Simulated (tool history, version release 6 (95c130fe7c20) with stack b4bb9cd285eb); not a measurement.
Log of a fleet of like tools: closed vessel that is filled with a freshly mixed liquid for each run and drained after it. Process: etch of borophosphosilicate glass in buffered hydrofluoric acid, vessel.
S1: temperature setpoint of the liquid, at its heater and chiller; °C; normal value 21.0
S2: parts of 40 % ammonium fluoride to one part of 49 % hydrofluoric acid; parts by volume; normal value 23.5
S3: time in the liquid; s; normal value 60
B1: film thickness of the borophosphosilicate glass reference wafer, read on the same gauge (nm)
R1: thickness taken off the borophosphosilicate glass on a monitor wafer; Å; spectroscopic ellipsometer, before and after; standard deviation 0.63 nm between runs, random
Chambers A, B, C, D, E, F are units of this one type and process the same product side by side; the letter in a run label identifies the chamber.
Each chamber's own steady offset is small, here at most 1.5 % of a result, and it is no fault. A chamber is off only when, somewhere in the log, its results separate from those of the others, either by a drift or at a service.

run	hour	S1	S2	S3	B1	R1
1F	5.8	21.0	23.5	60	149.99	774.72
2C	14.5	21.0	23.5	60	150.01	768.75
3D	19.6	21.0	23.5	60	150.01	768.16
4B	27.1	21.0	23.5	60	150.03	793.54
5A	33.7	21.0	23.5	60	150.00	772.41
6E	40.1	21.0	23.5	60	149.96	759.68
7D	48.2	21.0	23.5	60	149.99	773.20
8B	55.9	21.0	23.5	60	150.01	784.62
9E	64.1	21.0	23.5	60	149.98	756.17
10F	74.1	21.0	27.5	60	149.98	696.12
11C	84.2	21.0	27.5	60	150.00	676.61
12A	91.5	21.0	27.5	60	150.02	699.79
13B	102.2	21.0	27.5	60	149.95	708.69
14D	112.5	21.0	27.5	60	149.99	695.07
15C	117.8	21.0	27.5	60	150.03	686.01
16E	127.5	17.0	19.5	60	150.01	694.88
17F	134.8	17.0	19.5	60	150.03	701.83
18A	144.2	17.0	19.5	60	149.95	705.81
19F	150.8	17.0	19.5	60	150.00	706.30
20E	158.0	17.0	19.5	60	150.00	708.53
21B	168.1	17.0	19.5	60	149.99	700.08
22C	174.4	21.0	23.5	60	149.99	765.65
23D	180.8	21.0	23.5	60	150.00	776.47
24A	187.0	21.0	23.5	60	150.01	774.10
# hour 188.9: chamber F: hydrofluoric acid flow meter replaced
25E	197.0	18.0	23.5	50	150.01	531.61
26B	203.3	18.0	23.5	50	150.02	542.48
27F	209.8	18.0	23.5	50	150.02	541.86
28C	219.0	18.0	23.5	50	150.00	543.49
29D	229.9	18.0	23.5	50	150.04	542.33
30A	240.1	18.0	23.5	50	150.00	544.84
31A	245.9	21.0	23.5	60	150.03	774.73
32F	256.3	21.0	16.5	85	150.00	1472.20
33C	262.2	21.0	16.5	85	149.99	1471.00
34D	268.2	21.0	16.5	85	149.99	1482.00
35B	275.4	21.0	16.5	85	149.95	1378.70
36E	285.2	21.0	16.5	85	150.00	1455.60
37F	292.2	21.0	16.5	85	150.01	1476.40
38D	297.2	17.5	23.5	30	150.01	320.44
39A	303.0	17.5	23.5	30	150.02	322.70
40B	309.3	17.5	23.5	30	150.00	305.89
41E	315.4	17.5	23.5	30	150.02	310.38
42C	325.1	17.5	23.5	30	149.97	313.22

All 6 chambers run these settings next. Forecast each chamber's results:
43A	333.0	21.0	23.5	60		?
43B	333.0	21.0	23.5	60		?
43C	333.0	21.0	23.5	60		?
43D	333.0	21.0	23.5	60		?
43E	333.0	21.0	23.5	60		?
43F	333.0	21.0	23.5	60		?

run	R1
43A	783.88
43B	735.93
43C	776.50
43D	759.06
43E	764.43
43F	790.47
